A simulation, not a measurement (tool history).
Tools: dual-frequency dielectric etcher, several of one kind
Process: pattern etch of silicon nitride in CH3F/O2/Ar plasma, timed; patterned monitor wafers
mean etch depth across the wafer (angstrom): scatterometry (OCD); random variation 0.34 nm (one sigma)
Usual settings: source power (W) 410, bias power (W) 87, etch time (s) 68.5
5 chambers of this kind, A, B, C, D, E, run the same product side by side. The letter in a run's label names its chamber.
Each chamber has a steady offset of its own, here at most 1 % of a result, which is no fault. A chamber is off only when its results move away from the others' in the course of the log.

run   hour  source power (W)  bias power (W)  etch time (s)  read-back reference wafer on the same gauge, depth_nm  mean etch depth across the wafer (angstrom)
       2.5  -- chamber D: wet clean of the chamber
 1E   10.3               410              87           68.5                                                 45.071                                       513.19
 2A   19.9               410              87           68.5                                                 44.943                                       518.57
 3B   26.1               410              87           68.5                                                 45.098                                       524.95
 4D   36.0               410              87           68.5                                                 45.012                                       518.05
 5C   43.0               410              87           68.5                                                 44.945                                       523.40
 6B   50.9               410              87           68.5                                                 44.969                                       523.55
 7E   59.2               410              87           68.5                                                 45.095                                       517.09
 8A   70.9               410              87           68.5                                                 44.990                                       515.80
 9D   79.0               410              87           68.5                                                 45.072                                       519.12
10C   90.6               460              80           68.5                                                 45.009                                       522.74
11C   95.8               460              80           68.5                                                 44.997                                       531.49
12B  106.5               460              80           68.5                                                 44.947                                       528.35
13A  112.4               460              80           68.5                                                 44.997                                       520.78
14D  122.6               460              80           68.5                                                 44.999                                       524.80
15E  133.7               410              87           68.5                                                 44.958                                       519.69
16D  141.5               410              87           68.5                                                 44.955                                       511.90
     146.1  -- chamber B: wet clean of the chamber
17B  150.6               410              87           68.5                                                 45.022                                       521.51
     153.3  -- chamber D: source power generator calibrated
18C  157.5               410              87           68.5                                                 45.002                                       529.33
19A  163.1               410              87           68.5                                                 44.978                                       517.43
20E  173.2               410              87           68.5                                                 45.030                                       521.16
21A  181.5               410              87           68.5                                                 45.038                                       517.79
22E  190.9               410              87           68.5                                                 45.055                                       508.77
23C  198.1               410              87           68.5                                                 45.045                                       521.96
24B  206.3               410              87           68.5                                                 44.915                                       519.09
25D  214.0               410              87           68.5                                                 45.012                                       514.21
26B  219.1               410              87           68.5                                                 44.985                                       516.43
27C  227.9               410              87           68.5                                                 45.018                                       515.09
28D  239.8               410              87           68.5                                                 45.087                                       517.85
29E  249.0               410              87           68.5                                                 44.915                                       516.11
     259.1  -- chamber E: wet clean of the chamber
30A  259.9               410              87           68.5                                                 44.980                                       514.94
31A  271.2               410              87           68.5                                                 45.036                                       516.38
32E  279.8               410              87           68.5                                                 45.023                                       516.00
33C  290.7               410              87           68.5                                                 45.015                                       516.07
34B  302.0               440              87           68.5                                                 45.047                                       536.49
35D  312.1               440              87           68.5                                                 45.005                                       523.62
36D  320.3               440              87           68.5                                                 44.927                                       525.14
37A  327.9               440              87           68.5                                                 45.051                                       522.04
38B  339.1               440              87           68.5                                                 45.026                                       537.54
39C  346.1               410              87           68.5                                                 44.911                                       521.41
40E  352.7               410              87           68.5                                                 44.996                                       516.55
41B  363.2               410              87           68.5                                                 45.008                                       526.88
42D  369.5               410              87           68.5                                                 45.041                                       512.57

Next, every chamber runs the same settings. What will each give?
43A  378.0               410              87           68.5                                                                                                   ?
43B  378.0               410              87           68.5                                                                                                   ?
43C  378.0               410              87           68.5                                                                                                   ?
43D  378.0               410              87           68.5                                                                                                   ?
43E  378.0               410              87           68.5                                                                                                   ?

run  mean etch depth across the wafer (angstrom)
43A                                       512.86
43B                                       518.88
43C                                       527.64
43D                                       512.63
43E                                       515.87

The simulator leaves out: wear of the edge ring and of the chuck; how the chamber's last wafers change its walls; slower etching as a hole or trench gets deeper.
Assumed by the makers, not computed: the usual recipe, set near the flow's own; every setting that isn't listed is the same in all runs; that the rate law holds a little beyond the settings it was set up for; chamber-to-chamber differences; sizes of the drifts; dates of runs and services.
